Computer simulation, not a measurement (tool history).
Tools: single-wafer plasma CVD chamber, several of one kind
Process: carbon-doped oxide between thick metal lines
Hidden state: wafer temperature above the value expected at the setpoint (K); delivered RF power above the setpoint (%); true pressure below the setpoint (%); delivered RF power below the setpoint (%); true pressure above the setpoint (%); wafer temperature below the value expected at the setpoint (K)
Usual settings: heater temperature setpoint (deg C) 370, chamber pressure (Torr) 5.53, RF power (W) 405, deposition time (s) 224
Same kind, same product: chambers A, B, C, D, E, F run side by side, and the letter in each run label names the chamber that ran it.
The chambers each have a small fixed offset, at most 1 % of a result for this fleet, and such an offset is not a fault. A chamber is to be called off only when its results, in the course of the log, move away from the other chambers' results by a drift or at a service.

run   hour  heater temperature setpoint (deg C)  chamber pressure (Torr)  RF power (W)  deposition time (s)  hours since the last thermocouple change  hours since the last RF generator calibration  hours since the last manometer calibration  read-back reference wafer on the same gauge, thickness_nm  mean film thickness on the monitor wafer (nm)
 1C    9.3                                  370                     5.53           405                  224                                     230.0                                         1385.4                                       245.4                                                     880.11                                         952.82
 2D   19.4                                  370                     5.53           405                  224                                     650.3                                          920.4                                      1976.4                                                     880.18                                         943.97
      30.8  -- chamber D: capacitance manometer re-zeroed and calibrated
 3B   32.5                                  370                     5.53           405                  224                                     306.7                                         2370.0                                      1673.9                                                     880.66                                         939.97
 4A   45.3                                  370                     5.53           405                  224                                     214.5                                          627.0                                      1659.5                                                     880.46                                         944.24
 5F   57.8                                  370                     5.53           405                  224                                    2087.0                                         2143.4                                       335.7                                                     880.71                                         950.09
 6E   70.8                                  370                     5.53           405                  224                                     718.5                                          748.6                                       946.8                                                     880.52                                         947.59
 7E   80.2                                  370                     5.53           405                  224                                     727.9                                          758.0                                       956.2                                                     880.81                                         947.11
 8A   92.6                                  370                     5.53           405                  224                                     261.8                                          674.3                                      1706.8                                                     881.06                                         943.82
 9F  100.9                                  370                     5.53           405                  224                                    2130.1                                         2186.5                                       378.8                                                     881.19                                         951.54
10B  111.9                                  370                     5.53           405                  224                                     386.1                                         2449.4                                      1753.3                                                     880.98                                         940.54
11C  118.5                                  370                     5.53           405                  224                                     339.2                                         1494.6                                       354.6                                                     881.44                                         954.08
12D  129.3                                  370                     5.53           405                  224                                     760.2                                         1030.3                                        98.6                                                     881.30                                         946.00
13E  140.5                                  370                     5.53           405                  224                                     788.2                                          818.3                                      1016.5                                                     881.43                                         950.35
14D  154.7                                  370                     5.53           405                  224                                     785.6                                         1055.7                                       124.0                                                     881.38                                         943.67
     159.3  -- chamber B: RF generator calibrated
15B  169.2                                  370                     5.53           405                  224                                     443.4                                           10.0                                      1810.6                                                     881.59                                         940.55
16A  175.8                                  370                     5.53           405                  224                                     345.0                                          757.5                                      1790.0                                                     881.88                                         943.95
17F  184.8                                  370                     5.53           335                  264                                    2214.0                                         2270.4                                       462.7                                                     881.74                                         970.20
18C  193.0                                  370                     5.53           335                  264                                     413.7                                         1569.1                                       429.1                                                     881.92                                         977.16
19A  199.6                                  370                     5.53           335                  264                                     368.8                                          781.3                                      1813.8                                                     881.96                                         968.19
20F  211.0                                  370                     5.53           335                  264                                    2240.2                                         2296.6                                       488.9                                                     882.24                                         971.11
21C  222.3                                  370                     5.53           335                  264                                     443.0                                         1598.4                                       458.4                                                     882.24                                         976.96
22E  231.6                                  370                     5.53           335                  264                                     879.3                                          909.4                                      1107.6                                                     882.55                                         970.73
23D  241.9                                  370                     5.53           405                  224                                     872.8                                         1142.9                                       211.2                                                     882.54                                         945.31
24B  253.4                                  370                     5.53           405                  224                                     527.6                                           94.2                                      1894.8                                                     882.64                                         943.91
25D  268.2                                  370                     5.53           405                  224                                     899.1                                         1169.2                                       237.5                                                     882.64                                         946.92
26E  282.7                                  370                     5.53           405                  224                                     930.4                                          960.5                                      1158.7                                                     882.91                                         950.04
27B  292.0                                  370                     5.53           405                  224                                     566.2                                          132.8                                      1933.4                                                     883.20                                         941.53
28A  302.1                                  376                     5.53           405                  189                                     471.3                                          883.8                                      1916.3                                                     883.15                                         787.49
29C  316.8                                  376                     5.53           405                  189                                     537.5                                         1692.9                                       552.9                                                     883.08                                         797.49
30F  328.1                                  376                     5.53           405                  189                                    2357.3                                         2413.7                                       606.0                                                     883.58                                         794.70
31B  341.6                                  376                     5.53           405                  189                                     615.8                                          182.4                                      1983.0                                                     883.34                                         787.54
32E  351.5                                  376                     5.53           405                  189                                     999.2                                         1029.3                                      1227.5                                                     883.43                                         793.50
33A  358.2                                  376                     5.53           405                  189                                     527.4                                          939.9                                      1972.4                                                     883.62                                         789.10
34C  365.2                                  370                     5.53           405                  224                                     585.9                                         1741.3                                       601.3                                                     883.60                                         955.77
35D  372.0                                  370                     5.53           440                  237                                    1002.9                                         1273.0                                       341.3                                                     883.82                                        1064.20
36F  385.5                                  370                     5.53           440                  237                                    2414.7                                         2471.1                                       663.4                                                     883.90                                        1072.80

The same settings go to every chamber for the next run, one line per chamber below. Forecast the results for each:
37A  396.2                                  370                     5.53           405                  250                                                                                                                                                                                                                                              ?
37B  396.2                                  370                     5.53           405                  250                                                                                                                                                                                                                                              ?
37C  396.2                                  370                     5.53           405                  250                                                                                                                                                                                                                                              ?
37D  396.2                                  370                     5.53           405                  250                                                                                                                                                                                                                                              ?
37E  396.2                                  370                     5.53           405                  250                                                                                                                                                                                                                                              ?
37F  396.2                                  370                     5.53           405                  250                                                                                                                                                                                                                                              ?

run  mean film thickness on the monitor wafer (nm)
37A                                        1054.90
37B                                        1054.00
37C                                        1066.10
37D                                        1057.70
37E                                        1061.60
37F                                        1064.10
